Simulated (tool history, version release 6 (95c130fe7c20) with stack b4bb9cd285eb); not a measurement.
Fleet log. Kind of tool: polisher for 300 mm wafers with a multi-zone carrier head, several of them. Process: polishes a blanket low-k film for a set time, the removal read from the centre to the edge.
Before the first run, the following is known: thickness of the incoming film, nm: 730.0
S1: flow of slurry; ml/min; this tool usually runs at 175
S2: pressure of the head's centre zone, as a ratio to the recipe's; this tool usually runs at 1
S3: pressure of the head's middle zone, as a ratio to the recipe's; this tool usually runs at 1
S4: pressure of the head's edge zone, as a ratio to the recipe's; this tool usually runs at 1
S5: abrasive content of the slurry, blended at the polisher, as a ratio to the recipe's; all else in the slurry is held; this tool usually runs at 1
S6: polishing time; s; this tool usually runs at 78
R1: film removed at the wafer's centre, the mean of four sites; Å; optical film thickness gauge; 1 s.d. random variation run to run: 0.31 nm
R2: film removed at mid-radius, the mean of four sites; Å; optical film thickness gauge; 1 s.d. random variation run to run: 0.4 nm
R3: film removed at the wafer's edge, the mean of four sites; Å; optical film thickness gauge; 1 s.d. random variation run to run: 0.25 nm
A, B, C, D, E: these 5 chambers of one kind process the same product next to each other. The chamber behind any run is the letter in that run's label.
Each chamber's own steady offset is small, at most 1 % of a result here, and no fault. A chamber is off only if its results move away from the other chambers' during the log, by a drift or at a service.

Run 1C, hour 5.5: usual settings. Result: R1 264.37 Å, R2 268.9 Å, R3 260.64 Å.
Run 2E, hour 8.5: usual settings. Result: R1 254.5 Å, R2 253.18 Å, R3 263.2 Å.
At hour 11.3: chamber C: worn pad replaced by a new one.
Run 3B, hour 13.3: usual settings. Result: R1 264.47 Å, R2 261.59 Å, R3 264.05 Å.
Run 4D, hour 19.1: usual settings. Result: R1 262.32 Å, R2 263.13 Å, R3 267.42 Å.
At hour 20: chamber B: worn pad replaced by a new one.
Run 5A, hour 24.2: usual settings. Result: R1 256.48 Å, R2 264.42 Å, R3 261.75 Å.
Run 6C, hour 30.6: usual settings. Result: R1 263.04 Å, R2 261.59 Å, R3 261.61 Å.
At hour 34.5: chamber D: edge zone pressure recalibrated.
Run 7A, hour 36.3: usual settings but S6 60 s. Result: R1 200.33 Å, R2 203.69 Å, R3 201.4 Å.
Run 8D, hour 42.1: usual settings but S6 60 s. Result: R1 207.81 Å, R2 199.4 Å, R3 201.86 Å.
At hour 45: chamber E: worn pad replaced by a new one.
Run 9B, hour 46.9: usual settings but S6 60 s. Result: R1 203.11 Å, R2 204.02 Å, R3 200.15 Å.
Run 10E, hour 52.6: usual settings but S6 60 s. Result: R1 202.07 Å, R2 202.44 Å, R3 195.54 Å.
Run 11C, hour 55.8: usual settings but S6 60 s. Result: R1 207.33 Å, R2 204.18 Å, R3 202.25 Å.
At hour 57.5: chamber D: worn pad replaced by a new one.
At hour 58.1: chamber A: worn pad replaced by a new one.
Run 12B, hour 58.8: usual settings. Result: R1 268.38 Å, R2 264.8 Å, R3 264.49 Å.
Run 13D, hour 65.3: usual settings. Result: R1 258.39 Å, R2 260.65 Å, R3 264.46 Å.
Run 14E, hour 71: usual settings. Result: R1 262.39 Å, R2 259.68 Å, R3 257.53 Å.
Run 15A, hour 77.6: usual settings. Result: R1 264.81 Å, R2 262.8 Å, R3 263.12 Å.
Run 16B, hour 83.4: usual settings. Result: R1 269.05 Å, R2 265.08 Å, R3 265.25 Å.
At hour 87.3: chamber C: worn pad replaced by a new one.
At hour 87.9: chamber C: slurry nozzle cleaned.
Run 17A, hour 89.8: usual settings. Result: R1 256.45 Å, R2 266.98 Å, R3 266.37 Å.
Run 18C, hour 93.4: usual settings. Result: R1 267.73 Å, R2 261.83 Å, R3 261.54 Å.
At hour 96.3: chamber A: centre zone pressure recalibrated.
Run 19D, hour 97.3: usual settings. Result: R1 264.71 Å, R2 265.35 Å, R3 264.13 Å.
Run 20E, hour 100.4: usual settings. Result: R1 259.01 Å, R2 261.55 Å, R3 259.89 Å.
At hour 106.6: chamber B: worn pad replaced by a new one.
At hour 106.7: chamber E: worn pad replaced by a new one.
Run 21E, hour 106.9: usual settings. Result: R1 254.64 Å, R2 256.5 Å, R3 256.4 Å.
Run 22B, hour 112.6: usual settings. Result: R1 269.53 Å, R2 262.21 Å, R3 267.22 Å.
Run 23D, hour 117.1: usual settings. Result: R1 260.69 Å, R2 262.91 Å, R3 262.63 Å.
Run 24C, hour 120: usual settings. Result: R1 263.09 Å, R2 264.37 Å, R3 261.12 Å.
Run 25A, hour 123: usual settings. Result: R1 263.12 Å, R2 261.78 Å, R3 262.77 Å.
At hour 127.6: chamber D: worn pad replaced by a new one.
Run 26C, hour 128.8: usual settings. Result: R1 259.77 Å, R2 263.83 Å, R3 260.21 Å.
Run 27A, hour 132.4: usual settings. Result: R1 259.51 Å, R2 259.96 Å, R3 259.09 Å.
Run 28E, hour 136.2: usual settings. Result: R1 250.93 Å, R2 259.77 Å, R3 259.65 Å.
Run 29D, hour 139.9: usual settings. Result: R1 266.41 Å, R2 262.69 Å, R3 268.02 Å.
Run 30B, hour 145.5: usual settings. Result: R1 265.9 Å, R2 256.03 Å, R3 259.9 Å.
At hour 147.9: chamber A: worn pad replaced by a new one.
Run 31D, hour 150.9: usual settings. Result: R1 257.3 Å, R2 266.77 Å, R3 260.09 Å.
At hour 153: chamber C: worn pad replaced by a new one.
Run 32E, hour 156.5: usual settings. Result: R1 251.84 Å, R2 259.54 Å, R3 258.61 Å.
Run 33A, hour 161.9: usual settings. Result: R1 261.47 Å, R2 266.94 Å, R3 270.49 Å.
Run 34B, hour 165.9: usual settings. Result: R1 265.71 Å, R2 261.37 Å, R3 265.89 Å.
At hour 169.9: chamber E: worn pad replaced by a new one.
Run 35C, hour 170.3: usual settings. Result: R1 261.6 Å, R2 259.01 Å, R3 265.09 Å.
Run 36E, hour 173.8: usual settings. Result: R1 246.5 Å, R2 255.6 Å, R3 254.41 Å.
Run 37B, hour 176.9: usual settings but S1 140 ml/min, S4 0.94. Result: R1 251.4 Å, R2 249.12 Å, R3 247.51 Å.
Run 38C, hour 182.8: usual settings but S1 140 ml/min, S4 0.94. Result: R1 254.43 Å, R2 260.1 Å, R3 249.9 Å.
Run 39D, hour 187.2: usual settings but S1 140 ml/min, S4 0.94. Result: R1 250.32 Å, R2 253.45 Å, R3 249.7 Å.
Run 40A, hour 191.3: usual settings but S1 140 ml/min, S4 0.94. Result: R1 251.17 Å, R2 250.46 Å, R3 244.71 Å.
Run 41D, hour 194.7: usual settings but S1 140 ml/min, S4 0.94. Result: R1 246.57 Å, R2 247.54 Å, R3 245.83 Å.
Run 42C, hour 200.3: usual settings. Result: R1 268.97 Å, R2 268.25 Å, R3 260.37 Å.

The same settings go to every chamber for the next run, one line per chamber below. Forecast the results for each:
Run 43A, hour 205.2: usual settings. Result: R1 ?, R2 ?, R3 ?.
Run 43B, hour 205.2: usual settings. Result: R1 ?, R2 ?, R3 ?.
Run 43C, hour 205.2: usual settings. Result: R1 ?, R2 ?, R3 ?.
Run 43D, hour 205.2: usual settings. Result: R1 ?, R2 ?, R3 ?.
Run 43E, hour 205.2: usual settings. Result: R1 ?, R2 ?, R3 ?.

run      R1      R2      R3
43A  257.32  258.67  260.79
43B  268.89   259.4  263.41
43C  259.78  264.58  261.01
43D  257.08  263.81  263.09
43E  241.56   266.2  258.85
